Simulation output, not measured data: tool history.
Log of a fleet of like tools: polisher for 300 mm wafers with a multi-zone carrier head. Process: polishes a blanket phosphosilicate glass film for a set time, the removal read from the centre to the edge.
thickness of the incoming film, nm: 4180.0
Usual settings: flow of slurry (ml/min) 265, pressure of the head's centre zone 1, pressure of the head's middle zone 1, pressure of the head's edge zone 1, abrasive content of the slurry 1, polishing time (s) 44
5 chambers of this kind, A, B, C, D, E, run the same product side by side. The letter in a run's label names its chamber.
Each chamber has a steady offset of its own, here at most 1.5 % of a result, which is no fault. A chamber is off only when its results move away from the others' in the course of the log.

run	hour	flow of slurry (ml/min)	pressure of the head's centre zone	pressure of the head's middle zone	pressure of the head's edge zone	abrasive content of the slurry	polishing time (s)	wafers polished on this pad	hours since the slurry nozzle was cleaned	hours since the centre zone pressure was calibrated	hours since the edge zone pressure was calibrated	film removed at the wafer's centre (nm)	film removed at mid-radius (nm)	film removed at the wafer's edge (nm)
1C	9.5	265	1	1	1	1	44	747	95.9	328.3	228.8	286.24	288.88	288.46
# hour 10.3: chamber A: worn pad replaced by a new one
# hour 12.6: chamber A: centre zone pressure recalibrated
# hour 18.3: chamber C: worn pad replaced by a new one
2B	19.4	265	1	1	1	1	44	786	180.7	555.7	892.5	289.95	291.06	287.46
# hour 20.6: chamber B: worn pad replaced by a new one
3A	28.7	265	1	1	1	1	44	164	501.6	16.2	264.6	290.15	288.71	290.25
# hour 32.5: chamber D: worn pad replaced by a new one
4D	34.2	265	1	1	1	1	44	16	382.8	567.7	284.7	281.44	289.87	286.15
5E	40.8	265	1	1	1	1	44	451	141.4	545.2	97.5	286.7	286.4	285.24
6B	49	265	1	1	1	1	44	254	210.3	585.3	922.1	289.51	292.16	286.53
7C	58.4	265	1	1	1	1	44	358	144.8	377.2	277.7	290.21	287.79	288.82
8D	66	265	1	1	1	1	44	300	414.6	599.5	316.5	284.39	290.42	285.64
9A	71.6	265	1	1	1	1	44	547	544.5	59.1	307.5	287.36	290.93	289.29
# hour 73.8: chamber A: worn pad replaced by a new one
10E	80.9	265	0.95	1	1	1	44	809	181.5	585.3	137.6	265.52	279.98	282.35
11E	86.5	265	0.95	1	1	1	44	859	187.1	590.9	143.2	270.9	283.5	281.69
# hour 89.6: chamber E: worn pad replaced by a new one
12D	93.7	265	0.95	1	1	1	44	547	442.3	627.2	344.2	277.43	292.16	291.34
13B	99.9	265	0.95	1	1	1	44	708	261.2	636.2	973	278.5	290.74	289.07
14C	107.1	265	0.95	1	1	1	44	793	193.5	425.9	326.4	267.42	289.18	290.48
# hour 108.8: chamber B: worn pad replaced by a new one
15A	117.2	265	1	1	1	1	44	387	590.1	104.7	353.1	291.36	283.51	290.66
# hour 120.8: chamber D: worn pad replaced by a new one
# hour 124.3: chamber C: worn pad replaced by a new one
16B	125.9	265	1	1	1	1	44	153	287.2	662.2	999	284.96	297.39	285.27
17A	130.9	265	0.9	1	1	1	39	510	603.8	118.4	366.8	228.36	256.06	255.15
18E	137.1	265	0.9	1	1	1	39	424	237.7	641.5	193.8	221.87	252.36	257.08
19D	142.3	265	0.9	1	1	1	39	192	490.9	675.8	392.8	216.92	257.7	254.65
# hour 147.6: chamber A: worn pad replaced by a new one
20C	150	265	0.9	1	1	1	39	229	236.4	468.8	369.3	231.1	256.6	255.22
21D	155.1	265	0.9	1	1	1	39	307	503.7	688.6	405.6	219.95	257.15	249.58
22A	162.4	265	1	1	1	1	44	132	635.3	149.9	398.3	292.14	285.14	288.83
23B	167.2	265	1	1	1	1	44	522	328.5	703.5	1040.3	290.95	288.15	287.93
# hour 168.4: chamber E: slurry nozzle cleaned
24E	172.2	265	1	1	1	1	44	738	3.9	676.6	228.9	290.64	286.35	284.55
25C	177	265	1	1	1	1	44	470	263.4	495.8	396.3	283.69	286.75	288.75
26C	182.2	265	1	1	1	1	44	517	268.6	501	401.5	297.24	286.95	288.09
# hour 188.4: chamber B: worn pad replaced by a new one
27D	189.3	265	1	1	1	1	44	612	537.9	722.8	439.8	268.78	289.28	287.08
# hour 193.3: chamber D: worn pad replaced by a new one
28E	195.5	265	1	1	1	1	44	946	27.2	699.9	252.2	285.87	289.97	284.8
29A	200.6	265	1	1	1	1	44	473	673.5	188.1	436.5	290.06	288.38	289.78
# hour 204.7: chamber E: worn pad replaced by a new one
# hour 208: chamber B: slurry nozzle cleaned
30B	209.6	265	1	1	1	1	44	189	1.6	745.9	1082.7	283.58	287.77	293.4
31A	218.1	265	1	1	1	1	44	630	691	205.6	454	293.25	287.88	286.89
# hour 222.3: chamber C: worn pad replaced by a new one
32B	226.3	265	1	0.95	1	1	44	338	18.3	762.6	1099.4	288.28	276.12	286.01
33C	232.3	265	1	0.95	1	1	44	89	318.7	551.1	451.6	293.85	275.82	290.59
34E	239.1	265	1	0.95	1	1	44	307	70.8	743.5	295.8	287.2	279.28	287.36
35D	245.9	265	1	0.95	1	1	44	470	594.5	779.4	496.4	255.71	274.36	284.34

Is one chamber off against the others, does the gauge drift, or is nothing wrong? If a chamber is off, say which, and what the likeliest cause is.

Chamber D drifts away from the others.
Cause: centre zone's pressure below its setpoint, % = 9.4.

Here are 4 candidates for chamber D's next run, each the usual settings with a change, their results left as question marks. Which one brings its results back in line with what the others give on the usual settings?
In line means no further than this from the other chambers' mean on the usual settings: film removed at the wafer's centre (nm) 14; film removed at mid-radius (nm) 11; film removed at the wafer's edge (nm) 9.6
36D-1	253.4	270	1.08	0.97	0.98	1	45					?	?	?
36D-2	253.4	255	0.85	1.05	1.04	1	43					?	?	?
36D-3	253.4	275	1.17	0.94	0.96	1	46					?	?	?
36D-4	253.4	260	0.92	1.03	1.02	1	43					?	?	?

The other chambers' mean on the usual settings: film removed at the wafer's centre (nm) 288.89; film removed at mid-radius (nm) 288.29; film removed at the wafer's edge (nm) 287.52
run	film removed at the wafer's centre (nm)	film removed at mid-radius (nm)	film removed at the wafer's edge (nm)
36D-1	287.55	289.82	288.5
36D-2	210.1	296.12	282.65
36D-3	321.06	288.38	292.38
36D-4	229.77	291.5	280.33
36D-1 brings the chamber back in line.
